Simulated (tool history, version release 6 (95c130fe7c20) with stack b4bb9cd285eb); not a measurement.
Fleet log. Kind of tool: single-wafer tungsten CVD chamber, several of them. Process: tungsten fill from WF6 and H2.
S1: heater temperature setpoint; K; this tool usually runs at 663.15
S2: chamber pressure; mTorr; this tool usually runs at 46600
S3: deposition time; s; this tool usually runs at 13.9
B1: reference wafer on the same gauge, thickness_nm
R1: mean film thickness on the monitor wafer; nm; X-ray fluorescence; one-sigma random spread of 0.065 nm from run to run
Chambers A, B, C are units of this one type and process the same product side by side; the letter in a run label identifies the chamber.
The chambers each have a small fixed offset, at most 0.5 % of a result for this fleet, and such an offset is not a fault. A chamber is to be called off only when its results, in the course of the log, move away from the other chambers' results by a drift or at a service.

run   hour      S1     S2    S3      B1      R1
 1C    5.6  663.15  46600  13.9  35.296  41.064
 2B   10.1  663.15  46600  13.9  35.289  41.070
 3A   13.4  663.15  46600  13.9  35.284  41.183
 4A   16.2  663.15  46600  13.9  35.278  41.107
 5C   19.2  663.15  46600  13.9  35.269  41.035
 6B   21.8  663.15  46600  13.9  35.267  41.028
 7A   25.2  663.15  46600  13.9  35.269  41.184
 8B   30.2  663.15  46600  13.9  35.259  40.994
 9C   34.9  663.15  46600  13.9  35.233  40.823
10A   37.6  663.15  46600  13.9  35.249  41.111
11C   41.9  663.15  46600  13.9  35.237  40.801
12B   47.2  663.15  46600  13.9  35.224  40.950
13C   51.2  663.15  46600  13.9  35.210  40.903
14A   56.8  663.15  46600  13.9  35.222  41.039
15B   59.8  663.15  46600  13.9  35.200  40.887
16B   63.4  663.15  46600  13.9  35.221  40.864
17C   67.0  663.15  46600  13.9  35.195  40.864
18A   70.2  663.15  46600  13.9  35.193  40.968
19C   73.4  663.15  46600  13.9  35.204  40.819
20B   79.1  676.15  36100  13.9  35.186  46.230
21A   83.4  676.15  36100  13.9  35.185  46.377
22C   86.8  676.15  36100  13.9  35.191  46.027
23A   92.5  663.15  46600  13.9  35.167  40.967
24B   95.9  663.15  46600  13.9  35.161  40.805
25C  101.5  663.15  46600  13.9  35.158  40.824
26B  106.3  663.15  46600  13.9  35.151  40.896
27A  110.0  663.15  46600  13.9  35.147  40.857
28A  115.6  656.15  46600  12.6  35.135  32.262
29C  118.4  656.15  46600  12.6  35.143  32.229
30B  123.6  656.15  46600  12.6  35.125  32.180
31B  127.5  671.15  46600  15.2  35.124  51.941
32A  130.3  671.15  46600  15.2  35.127  52.053
33C  135.8  671.15  46600  15.2  35.120  51.667
34C  139.3  663.15  46600  13.9  35.119  40.612
35A  143.9  663.15  46600  13.9  35.094  40.953
36B  149.1  663.15  46600  13.9  35.076  40.837
37C  152.7  663.15  46600  13.9  35.083  40.767
38B  156.6  663.15  46600  13.9  35.062  40.779
39A  162.3  663.15  50500  13.9  35.085  42.462

Read the log: is a single chamber off, either drifting away or since a service, is the gauge that measures every chamber drifting, or is nothing wrong beyond small per-chamber offsets? Name any odd chamber and what most likely caused it.

It is the gauge, not a chamber: its drift shows up in every chamber's results at once, and no chamber is off.
Cause: gauge reads low (%) = 0.655.
